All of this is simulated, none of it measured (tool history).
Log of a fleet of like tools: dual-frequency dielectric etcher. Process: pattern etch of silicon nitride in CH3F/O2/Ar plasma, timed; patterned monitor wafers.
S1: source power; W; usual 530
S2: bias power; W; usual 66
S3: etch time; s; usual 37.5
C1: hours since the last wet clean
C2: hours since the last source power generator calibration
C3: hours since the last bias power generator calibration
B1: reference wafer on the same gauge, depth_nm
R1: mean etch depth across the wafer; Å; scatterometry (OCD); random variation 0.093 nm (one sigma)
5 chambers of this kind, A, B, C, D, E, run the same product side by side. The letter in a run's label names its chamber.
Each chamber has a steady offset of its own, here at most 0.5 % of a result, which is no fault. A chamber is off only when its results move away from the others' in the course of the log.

run 1B hour=10.7 | S1=530 S2=66 S3=37.5 | C1=185 C2=4746.3 C3=2110.3 | B1=33.759 | R1=284.08
run 2C hour=19.1 | S1=530 S2=66 S3=37.5 | C1=241.6 C2=2843 C3=1084.1 | B1=33.819 | R1=283.23
run 3E hour=29.6 | S1=530 S2=66 S3=37.5 | C1=418.8 C2=1116.6 C3=832.4 | B1=33.811 | R1=285.86
run 4D hour=40.6 | S1=530 S2=66 S3=37.5 | C1=53.6 C2=1828.8 C3=2771.9 | B1=33.812 | R1=286.3
-- hour=41.9 chamber E: wet clean of the chamber
run 5A hour=52.3 | S1=530 S2=66 S3=37.5 | C1=210.4 C2=345.9 C3=2296.9 | B1=33.832 | R1=285.26
run 6E hour=59.5 | S1=530 S2=66 S3=37.5 | C1=17.7 C2=1146.5 C3=862.3 | B1=33.82 | R1=284.42
run 7C hour=68 | S1=530 S2=66 S3=37.5 | C1=290.5 C2=2891.9 C3=1133 | B1=33.806 | R1=284.57
run 8A hour=74.4 | S1=430 S2=66 S3=37.5 | C1=232.5 C2=368 C3=2319 | B1=33.829 | R1=263.91
run 9D hour=83.5 | S1=430 S2=66 S3=37.5 | C1=96.5 C2=1871.7 C3=2814.8 | B1=33.788 | R1=260.45
run 10B hour=89.9 | S1=430 S2=66 S3=37.5 | C1=264.2 C2=4825.5 C3=2189.5 | B1=33.814 | R1=260.55
run 11A hour=96.8 | S1=430 S2=66 S3=37.5 | C1=254.9 C2=390.4 C3=2341.4 | B1=33.8 | R1=263.1
run 12B hour=104.3 | S1=430 S2=66 S3=37.5 | C1=278.6 C2=4839.9 C3=2203.9 | B1=33.814 | R1=260.97
run 13E hour=114.4 | S1=530 S2=66 S3=37.5 | C1=72.6 C2=1201.4 C3=917.2 | B1=33.801 | R1=283.7
run 14C hour=122.6 | S1=530 S2=66 S3=37.5 | C1=345.1 C2=2946.5 C3=1187.6 | B1=33.762 | R1=284.7
run 15D hour=128.1 | S1=530 S2=66 S3=37.5 | C1=141.1 C2=1916.3 C3=2859.4 | B1=33.8 | R1=283.33
-- hour=137.1 chamber C: wet clean of the chamber
run 16A hour=138.1 | S1=530 S2=66 S3=37.5 | C1=296.2 C2=431.7 C3=2382.7 | B1=33.793 | R1=285.29
run 17E hour=149.3 | S1=530 S2=66 S3=37.5 | C1=107.5 C2=1236.3 C3=952.1 | B1=33.809 | R1=285.81
run 18C hour=157.9 | S1=530 S2=66 S3=37.5 | C1=20.8 C2=2981.8 C3=1222.9 | B1=33.808 | R1=273.09
run 19D hour=163.2 | S1=530 S2=66 S3=37.5 | C1=176.2 C2=1951.4 C3=2894.5 | B1=33.802 | R1=283.48
run 20B hour=171.1 | S1=530 S2=66 S3=37.5 | C1=345.4 C2=4906.7 C3=2270.7 | B1=33.818 | R1=283.16
run 21C hour=177.5 | S1=530 S2=66 S3=37.5 | C1=40.4 C2=3001.4 C3=1242.5 | B1=33.796 | R1=274.39
-- hour=178.4 chamber B: wet clean of the chamber
run 22A hour=189.3 | S1=530 S2=66 S3=37.5 | C1=347.4 C2=482.9 C3=2433.9 | B1=33.782 | R1=284.63
run 23D hour=195.4 | S1=530 S2=66 S3=37.5 | C1=208.4 C2=1983.6 C3=2926.7 | B1=33.801 | R1=284.2
run 24B hour=206.2 | S1=530 S2=66 S3=37.5 | C1=27.9 C2=4941.8 C3=2305.8 | B1=33.789 | R1=282.71
run 25E hour=213.5 | S1=530 S2=66 S3=37.5 | C1=171.7 C2=1300.5 C3=1016.3 | B1=33.768 | R1=284.46
run 26C hour=224.1 | S1=530 S2=66 S3=37.5 | C1=87 C2=3048 C3=1289.1 | B1=33.763 | R1=275.41
run 27B hour=230.2 | S1=530 S2=66 S3=37.5 | C1=51.9 C2=4965.8 C3=2329.8 | B1=33.809 | R1=282.9
run 28A hour=242.1 | S1=530 S2=52 S3=27 | C1=400.2 C2=535.7 C3=2486.7 | B1=33.78 | R1=189.07
run 29E hour=250.2 | S1=530 S2=52 S3=27 | C1=208.4 C2=1337.2 C3=1053 | B1=33.798 | R1=189.35
run 30D hour=260.1 | S1=530 S2=52 S3=27 | C1=273.1 C2=2048.3 C3=2991.4 | B1=33.806 | R1=189.76
run 31C hour=269.2 | S1=530 S2=52 S3=27 | C1=132.1 C2=3093.1 C3=1334.2 | B1=33.807 | R1=182.45
run 32A hour=280.4 | S1=530 S2=52 S3=27 | C1=438.5 C2=574 C3=2525 | B1=33.767 | R1=189.94
run 33D hour=289.4 | S1=480 S2=71 S3=37.5 | C1=302.4 C2=2077.6 C3=3020.7 | B1=33.823 | R1=282.05
run 34B hour=300.7 | S1=480 S2=71 S3=37.5 | C1=122.4 C2=5036.3 C3=2400.3 | B1=33.823 | R1=278.71
run 35E hour=308.7 | S1=480 S2=71 S3=37.5 | C1=266.9 C2=1395.7 C3=1111.5 | B1=33.819 | R1=281.44
run 36A hour=318.6 | S1=480 S2=71 S3=37.5 | C1=476.7 C2=612.2 C3=2563.2 | B1=33.789 | R1=282.3
run 37C hour=328.6 | S1=480 S2=71 S3=37.5 | C1=191.5 C2=3152.5 C3=1393.6 | B1=33.798 | R1=270.66
run 38E hour=336.1 | S1=530 S2=66 S3=37.5 | C1=294.3 C2=1423.1 C3=1138.9 | B1=33.779 | R1=284.74
run 39D hour=346.5 | S1=530 S2=66 S3=37.5 | C1=359.5 C2=2134.7 C3=3077.8 | B1=33.811 | R1=285.93
run 40B hour=356.8 | S1=530 S2=66 S3=37.5 | C1=178.5 C2=5092.4 C3=2456.4 | B1=33.804 | R1=281.21
run 41B hour=364.3 | S1=530 S2=66 S3=37.5 | C1=186 C2=5099.9 C3=2463.9 | B1=33.807 | R1=282.61
run 42E hour=375 | S1=530 S2=66 S3=37.5 | C1=333.2 C2=1462 C3=1177.8 | B1=33.812 | R1=283.98

Next, every chamber runs the same settings. What will each give?
run 43A hour=383.8 | S1=420 S2=66 S3=37.5 | R1=?
run 43B hour=383.8 | S1=420 S2=66 S3=37.5 | R1=?
run 43C hour=383.8 | S1=420 S2=66 S3=37.5 | R1=?
run 43D hour=383.8 | S1=420 S2=66 S3=37.5 | R1=?
run 43E hour=383.8 | S1=420 S2=66 S3=37.5 | R1=?

run=43A R1=260.82
run=43B R1=258.89
run=43C R1=251.46
run=43D R1=259.37
run=43E R1=261.02
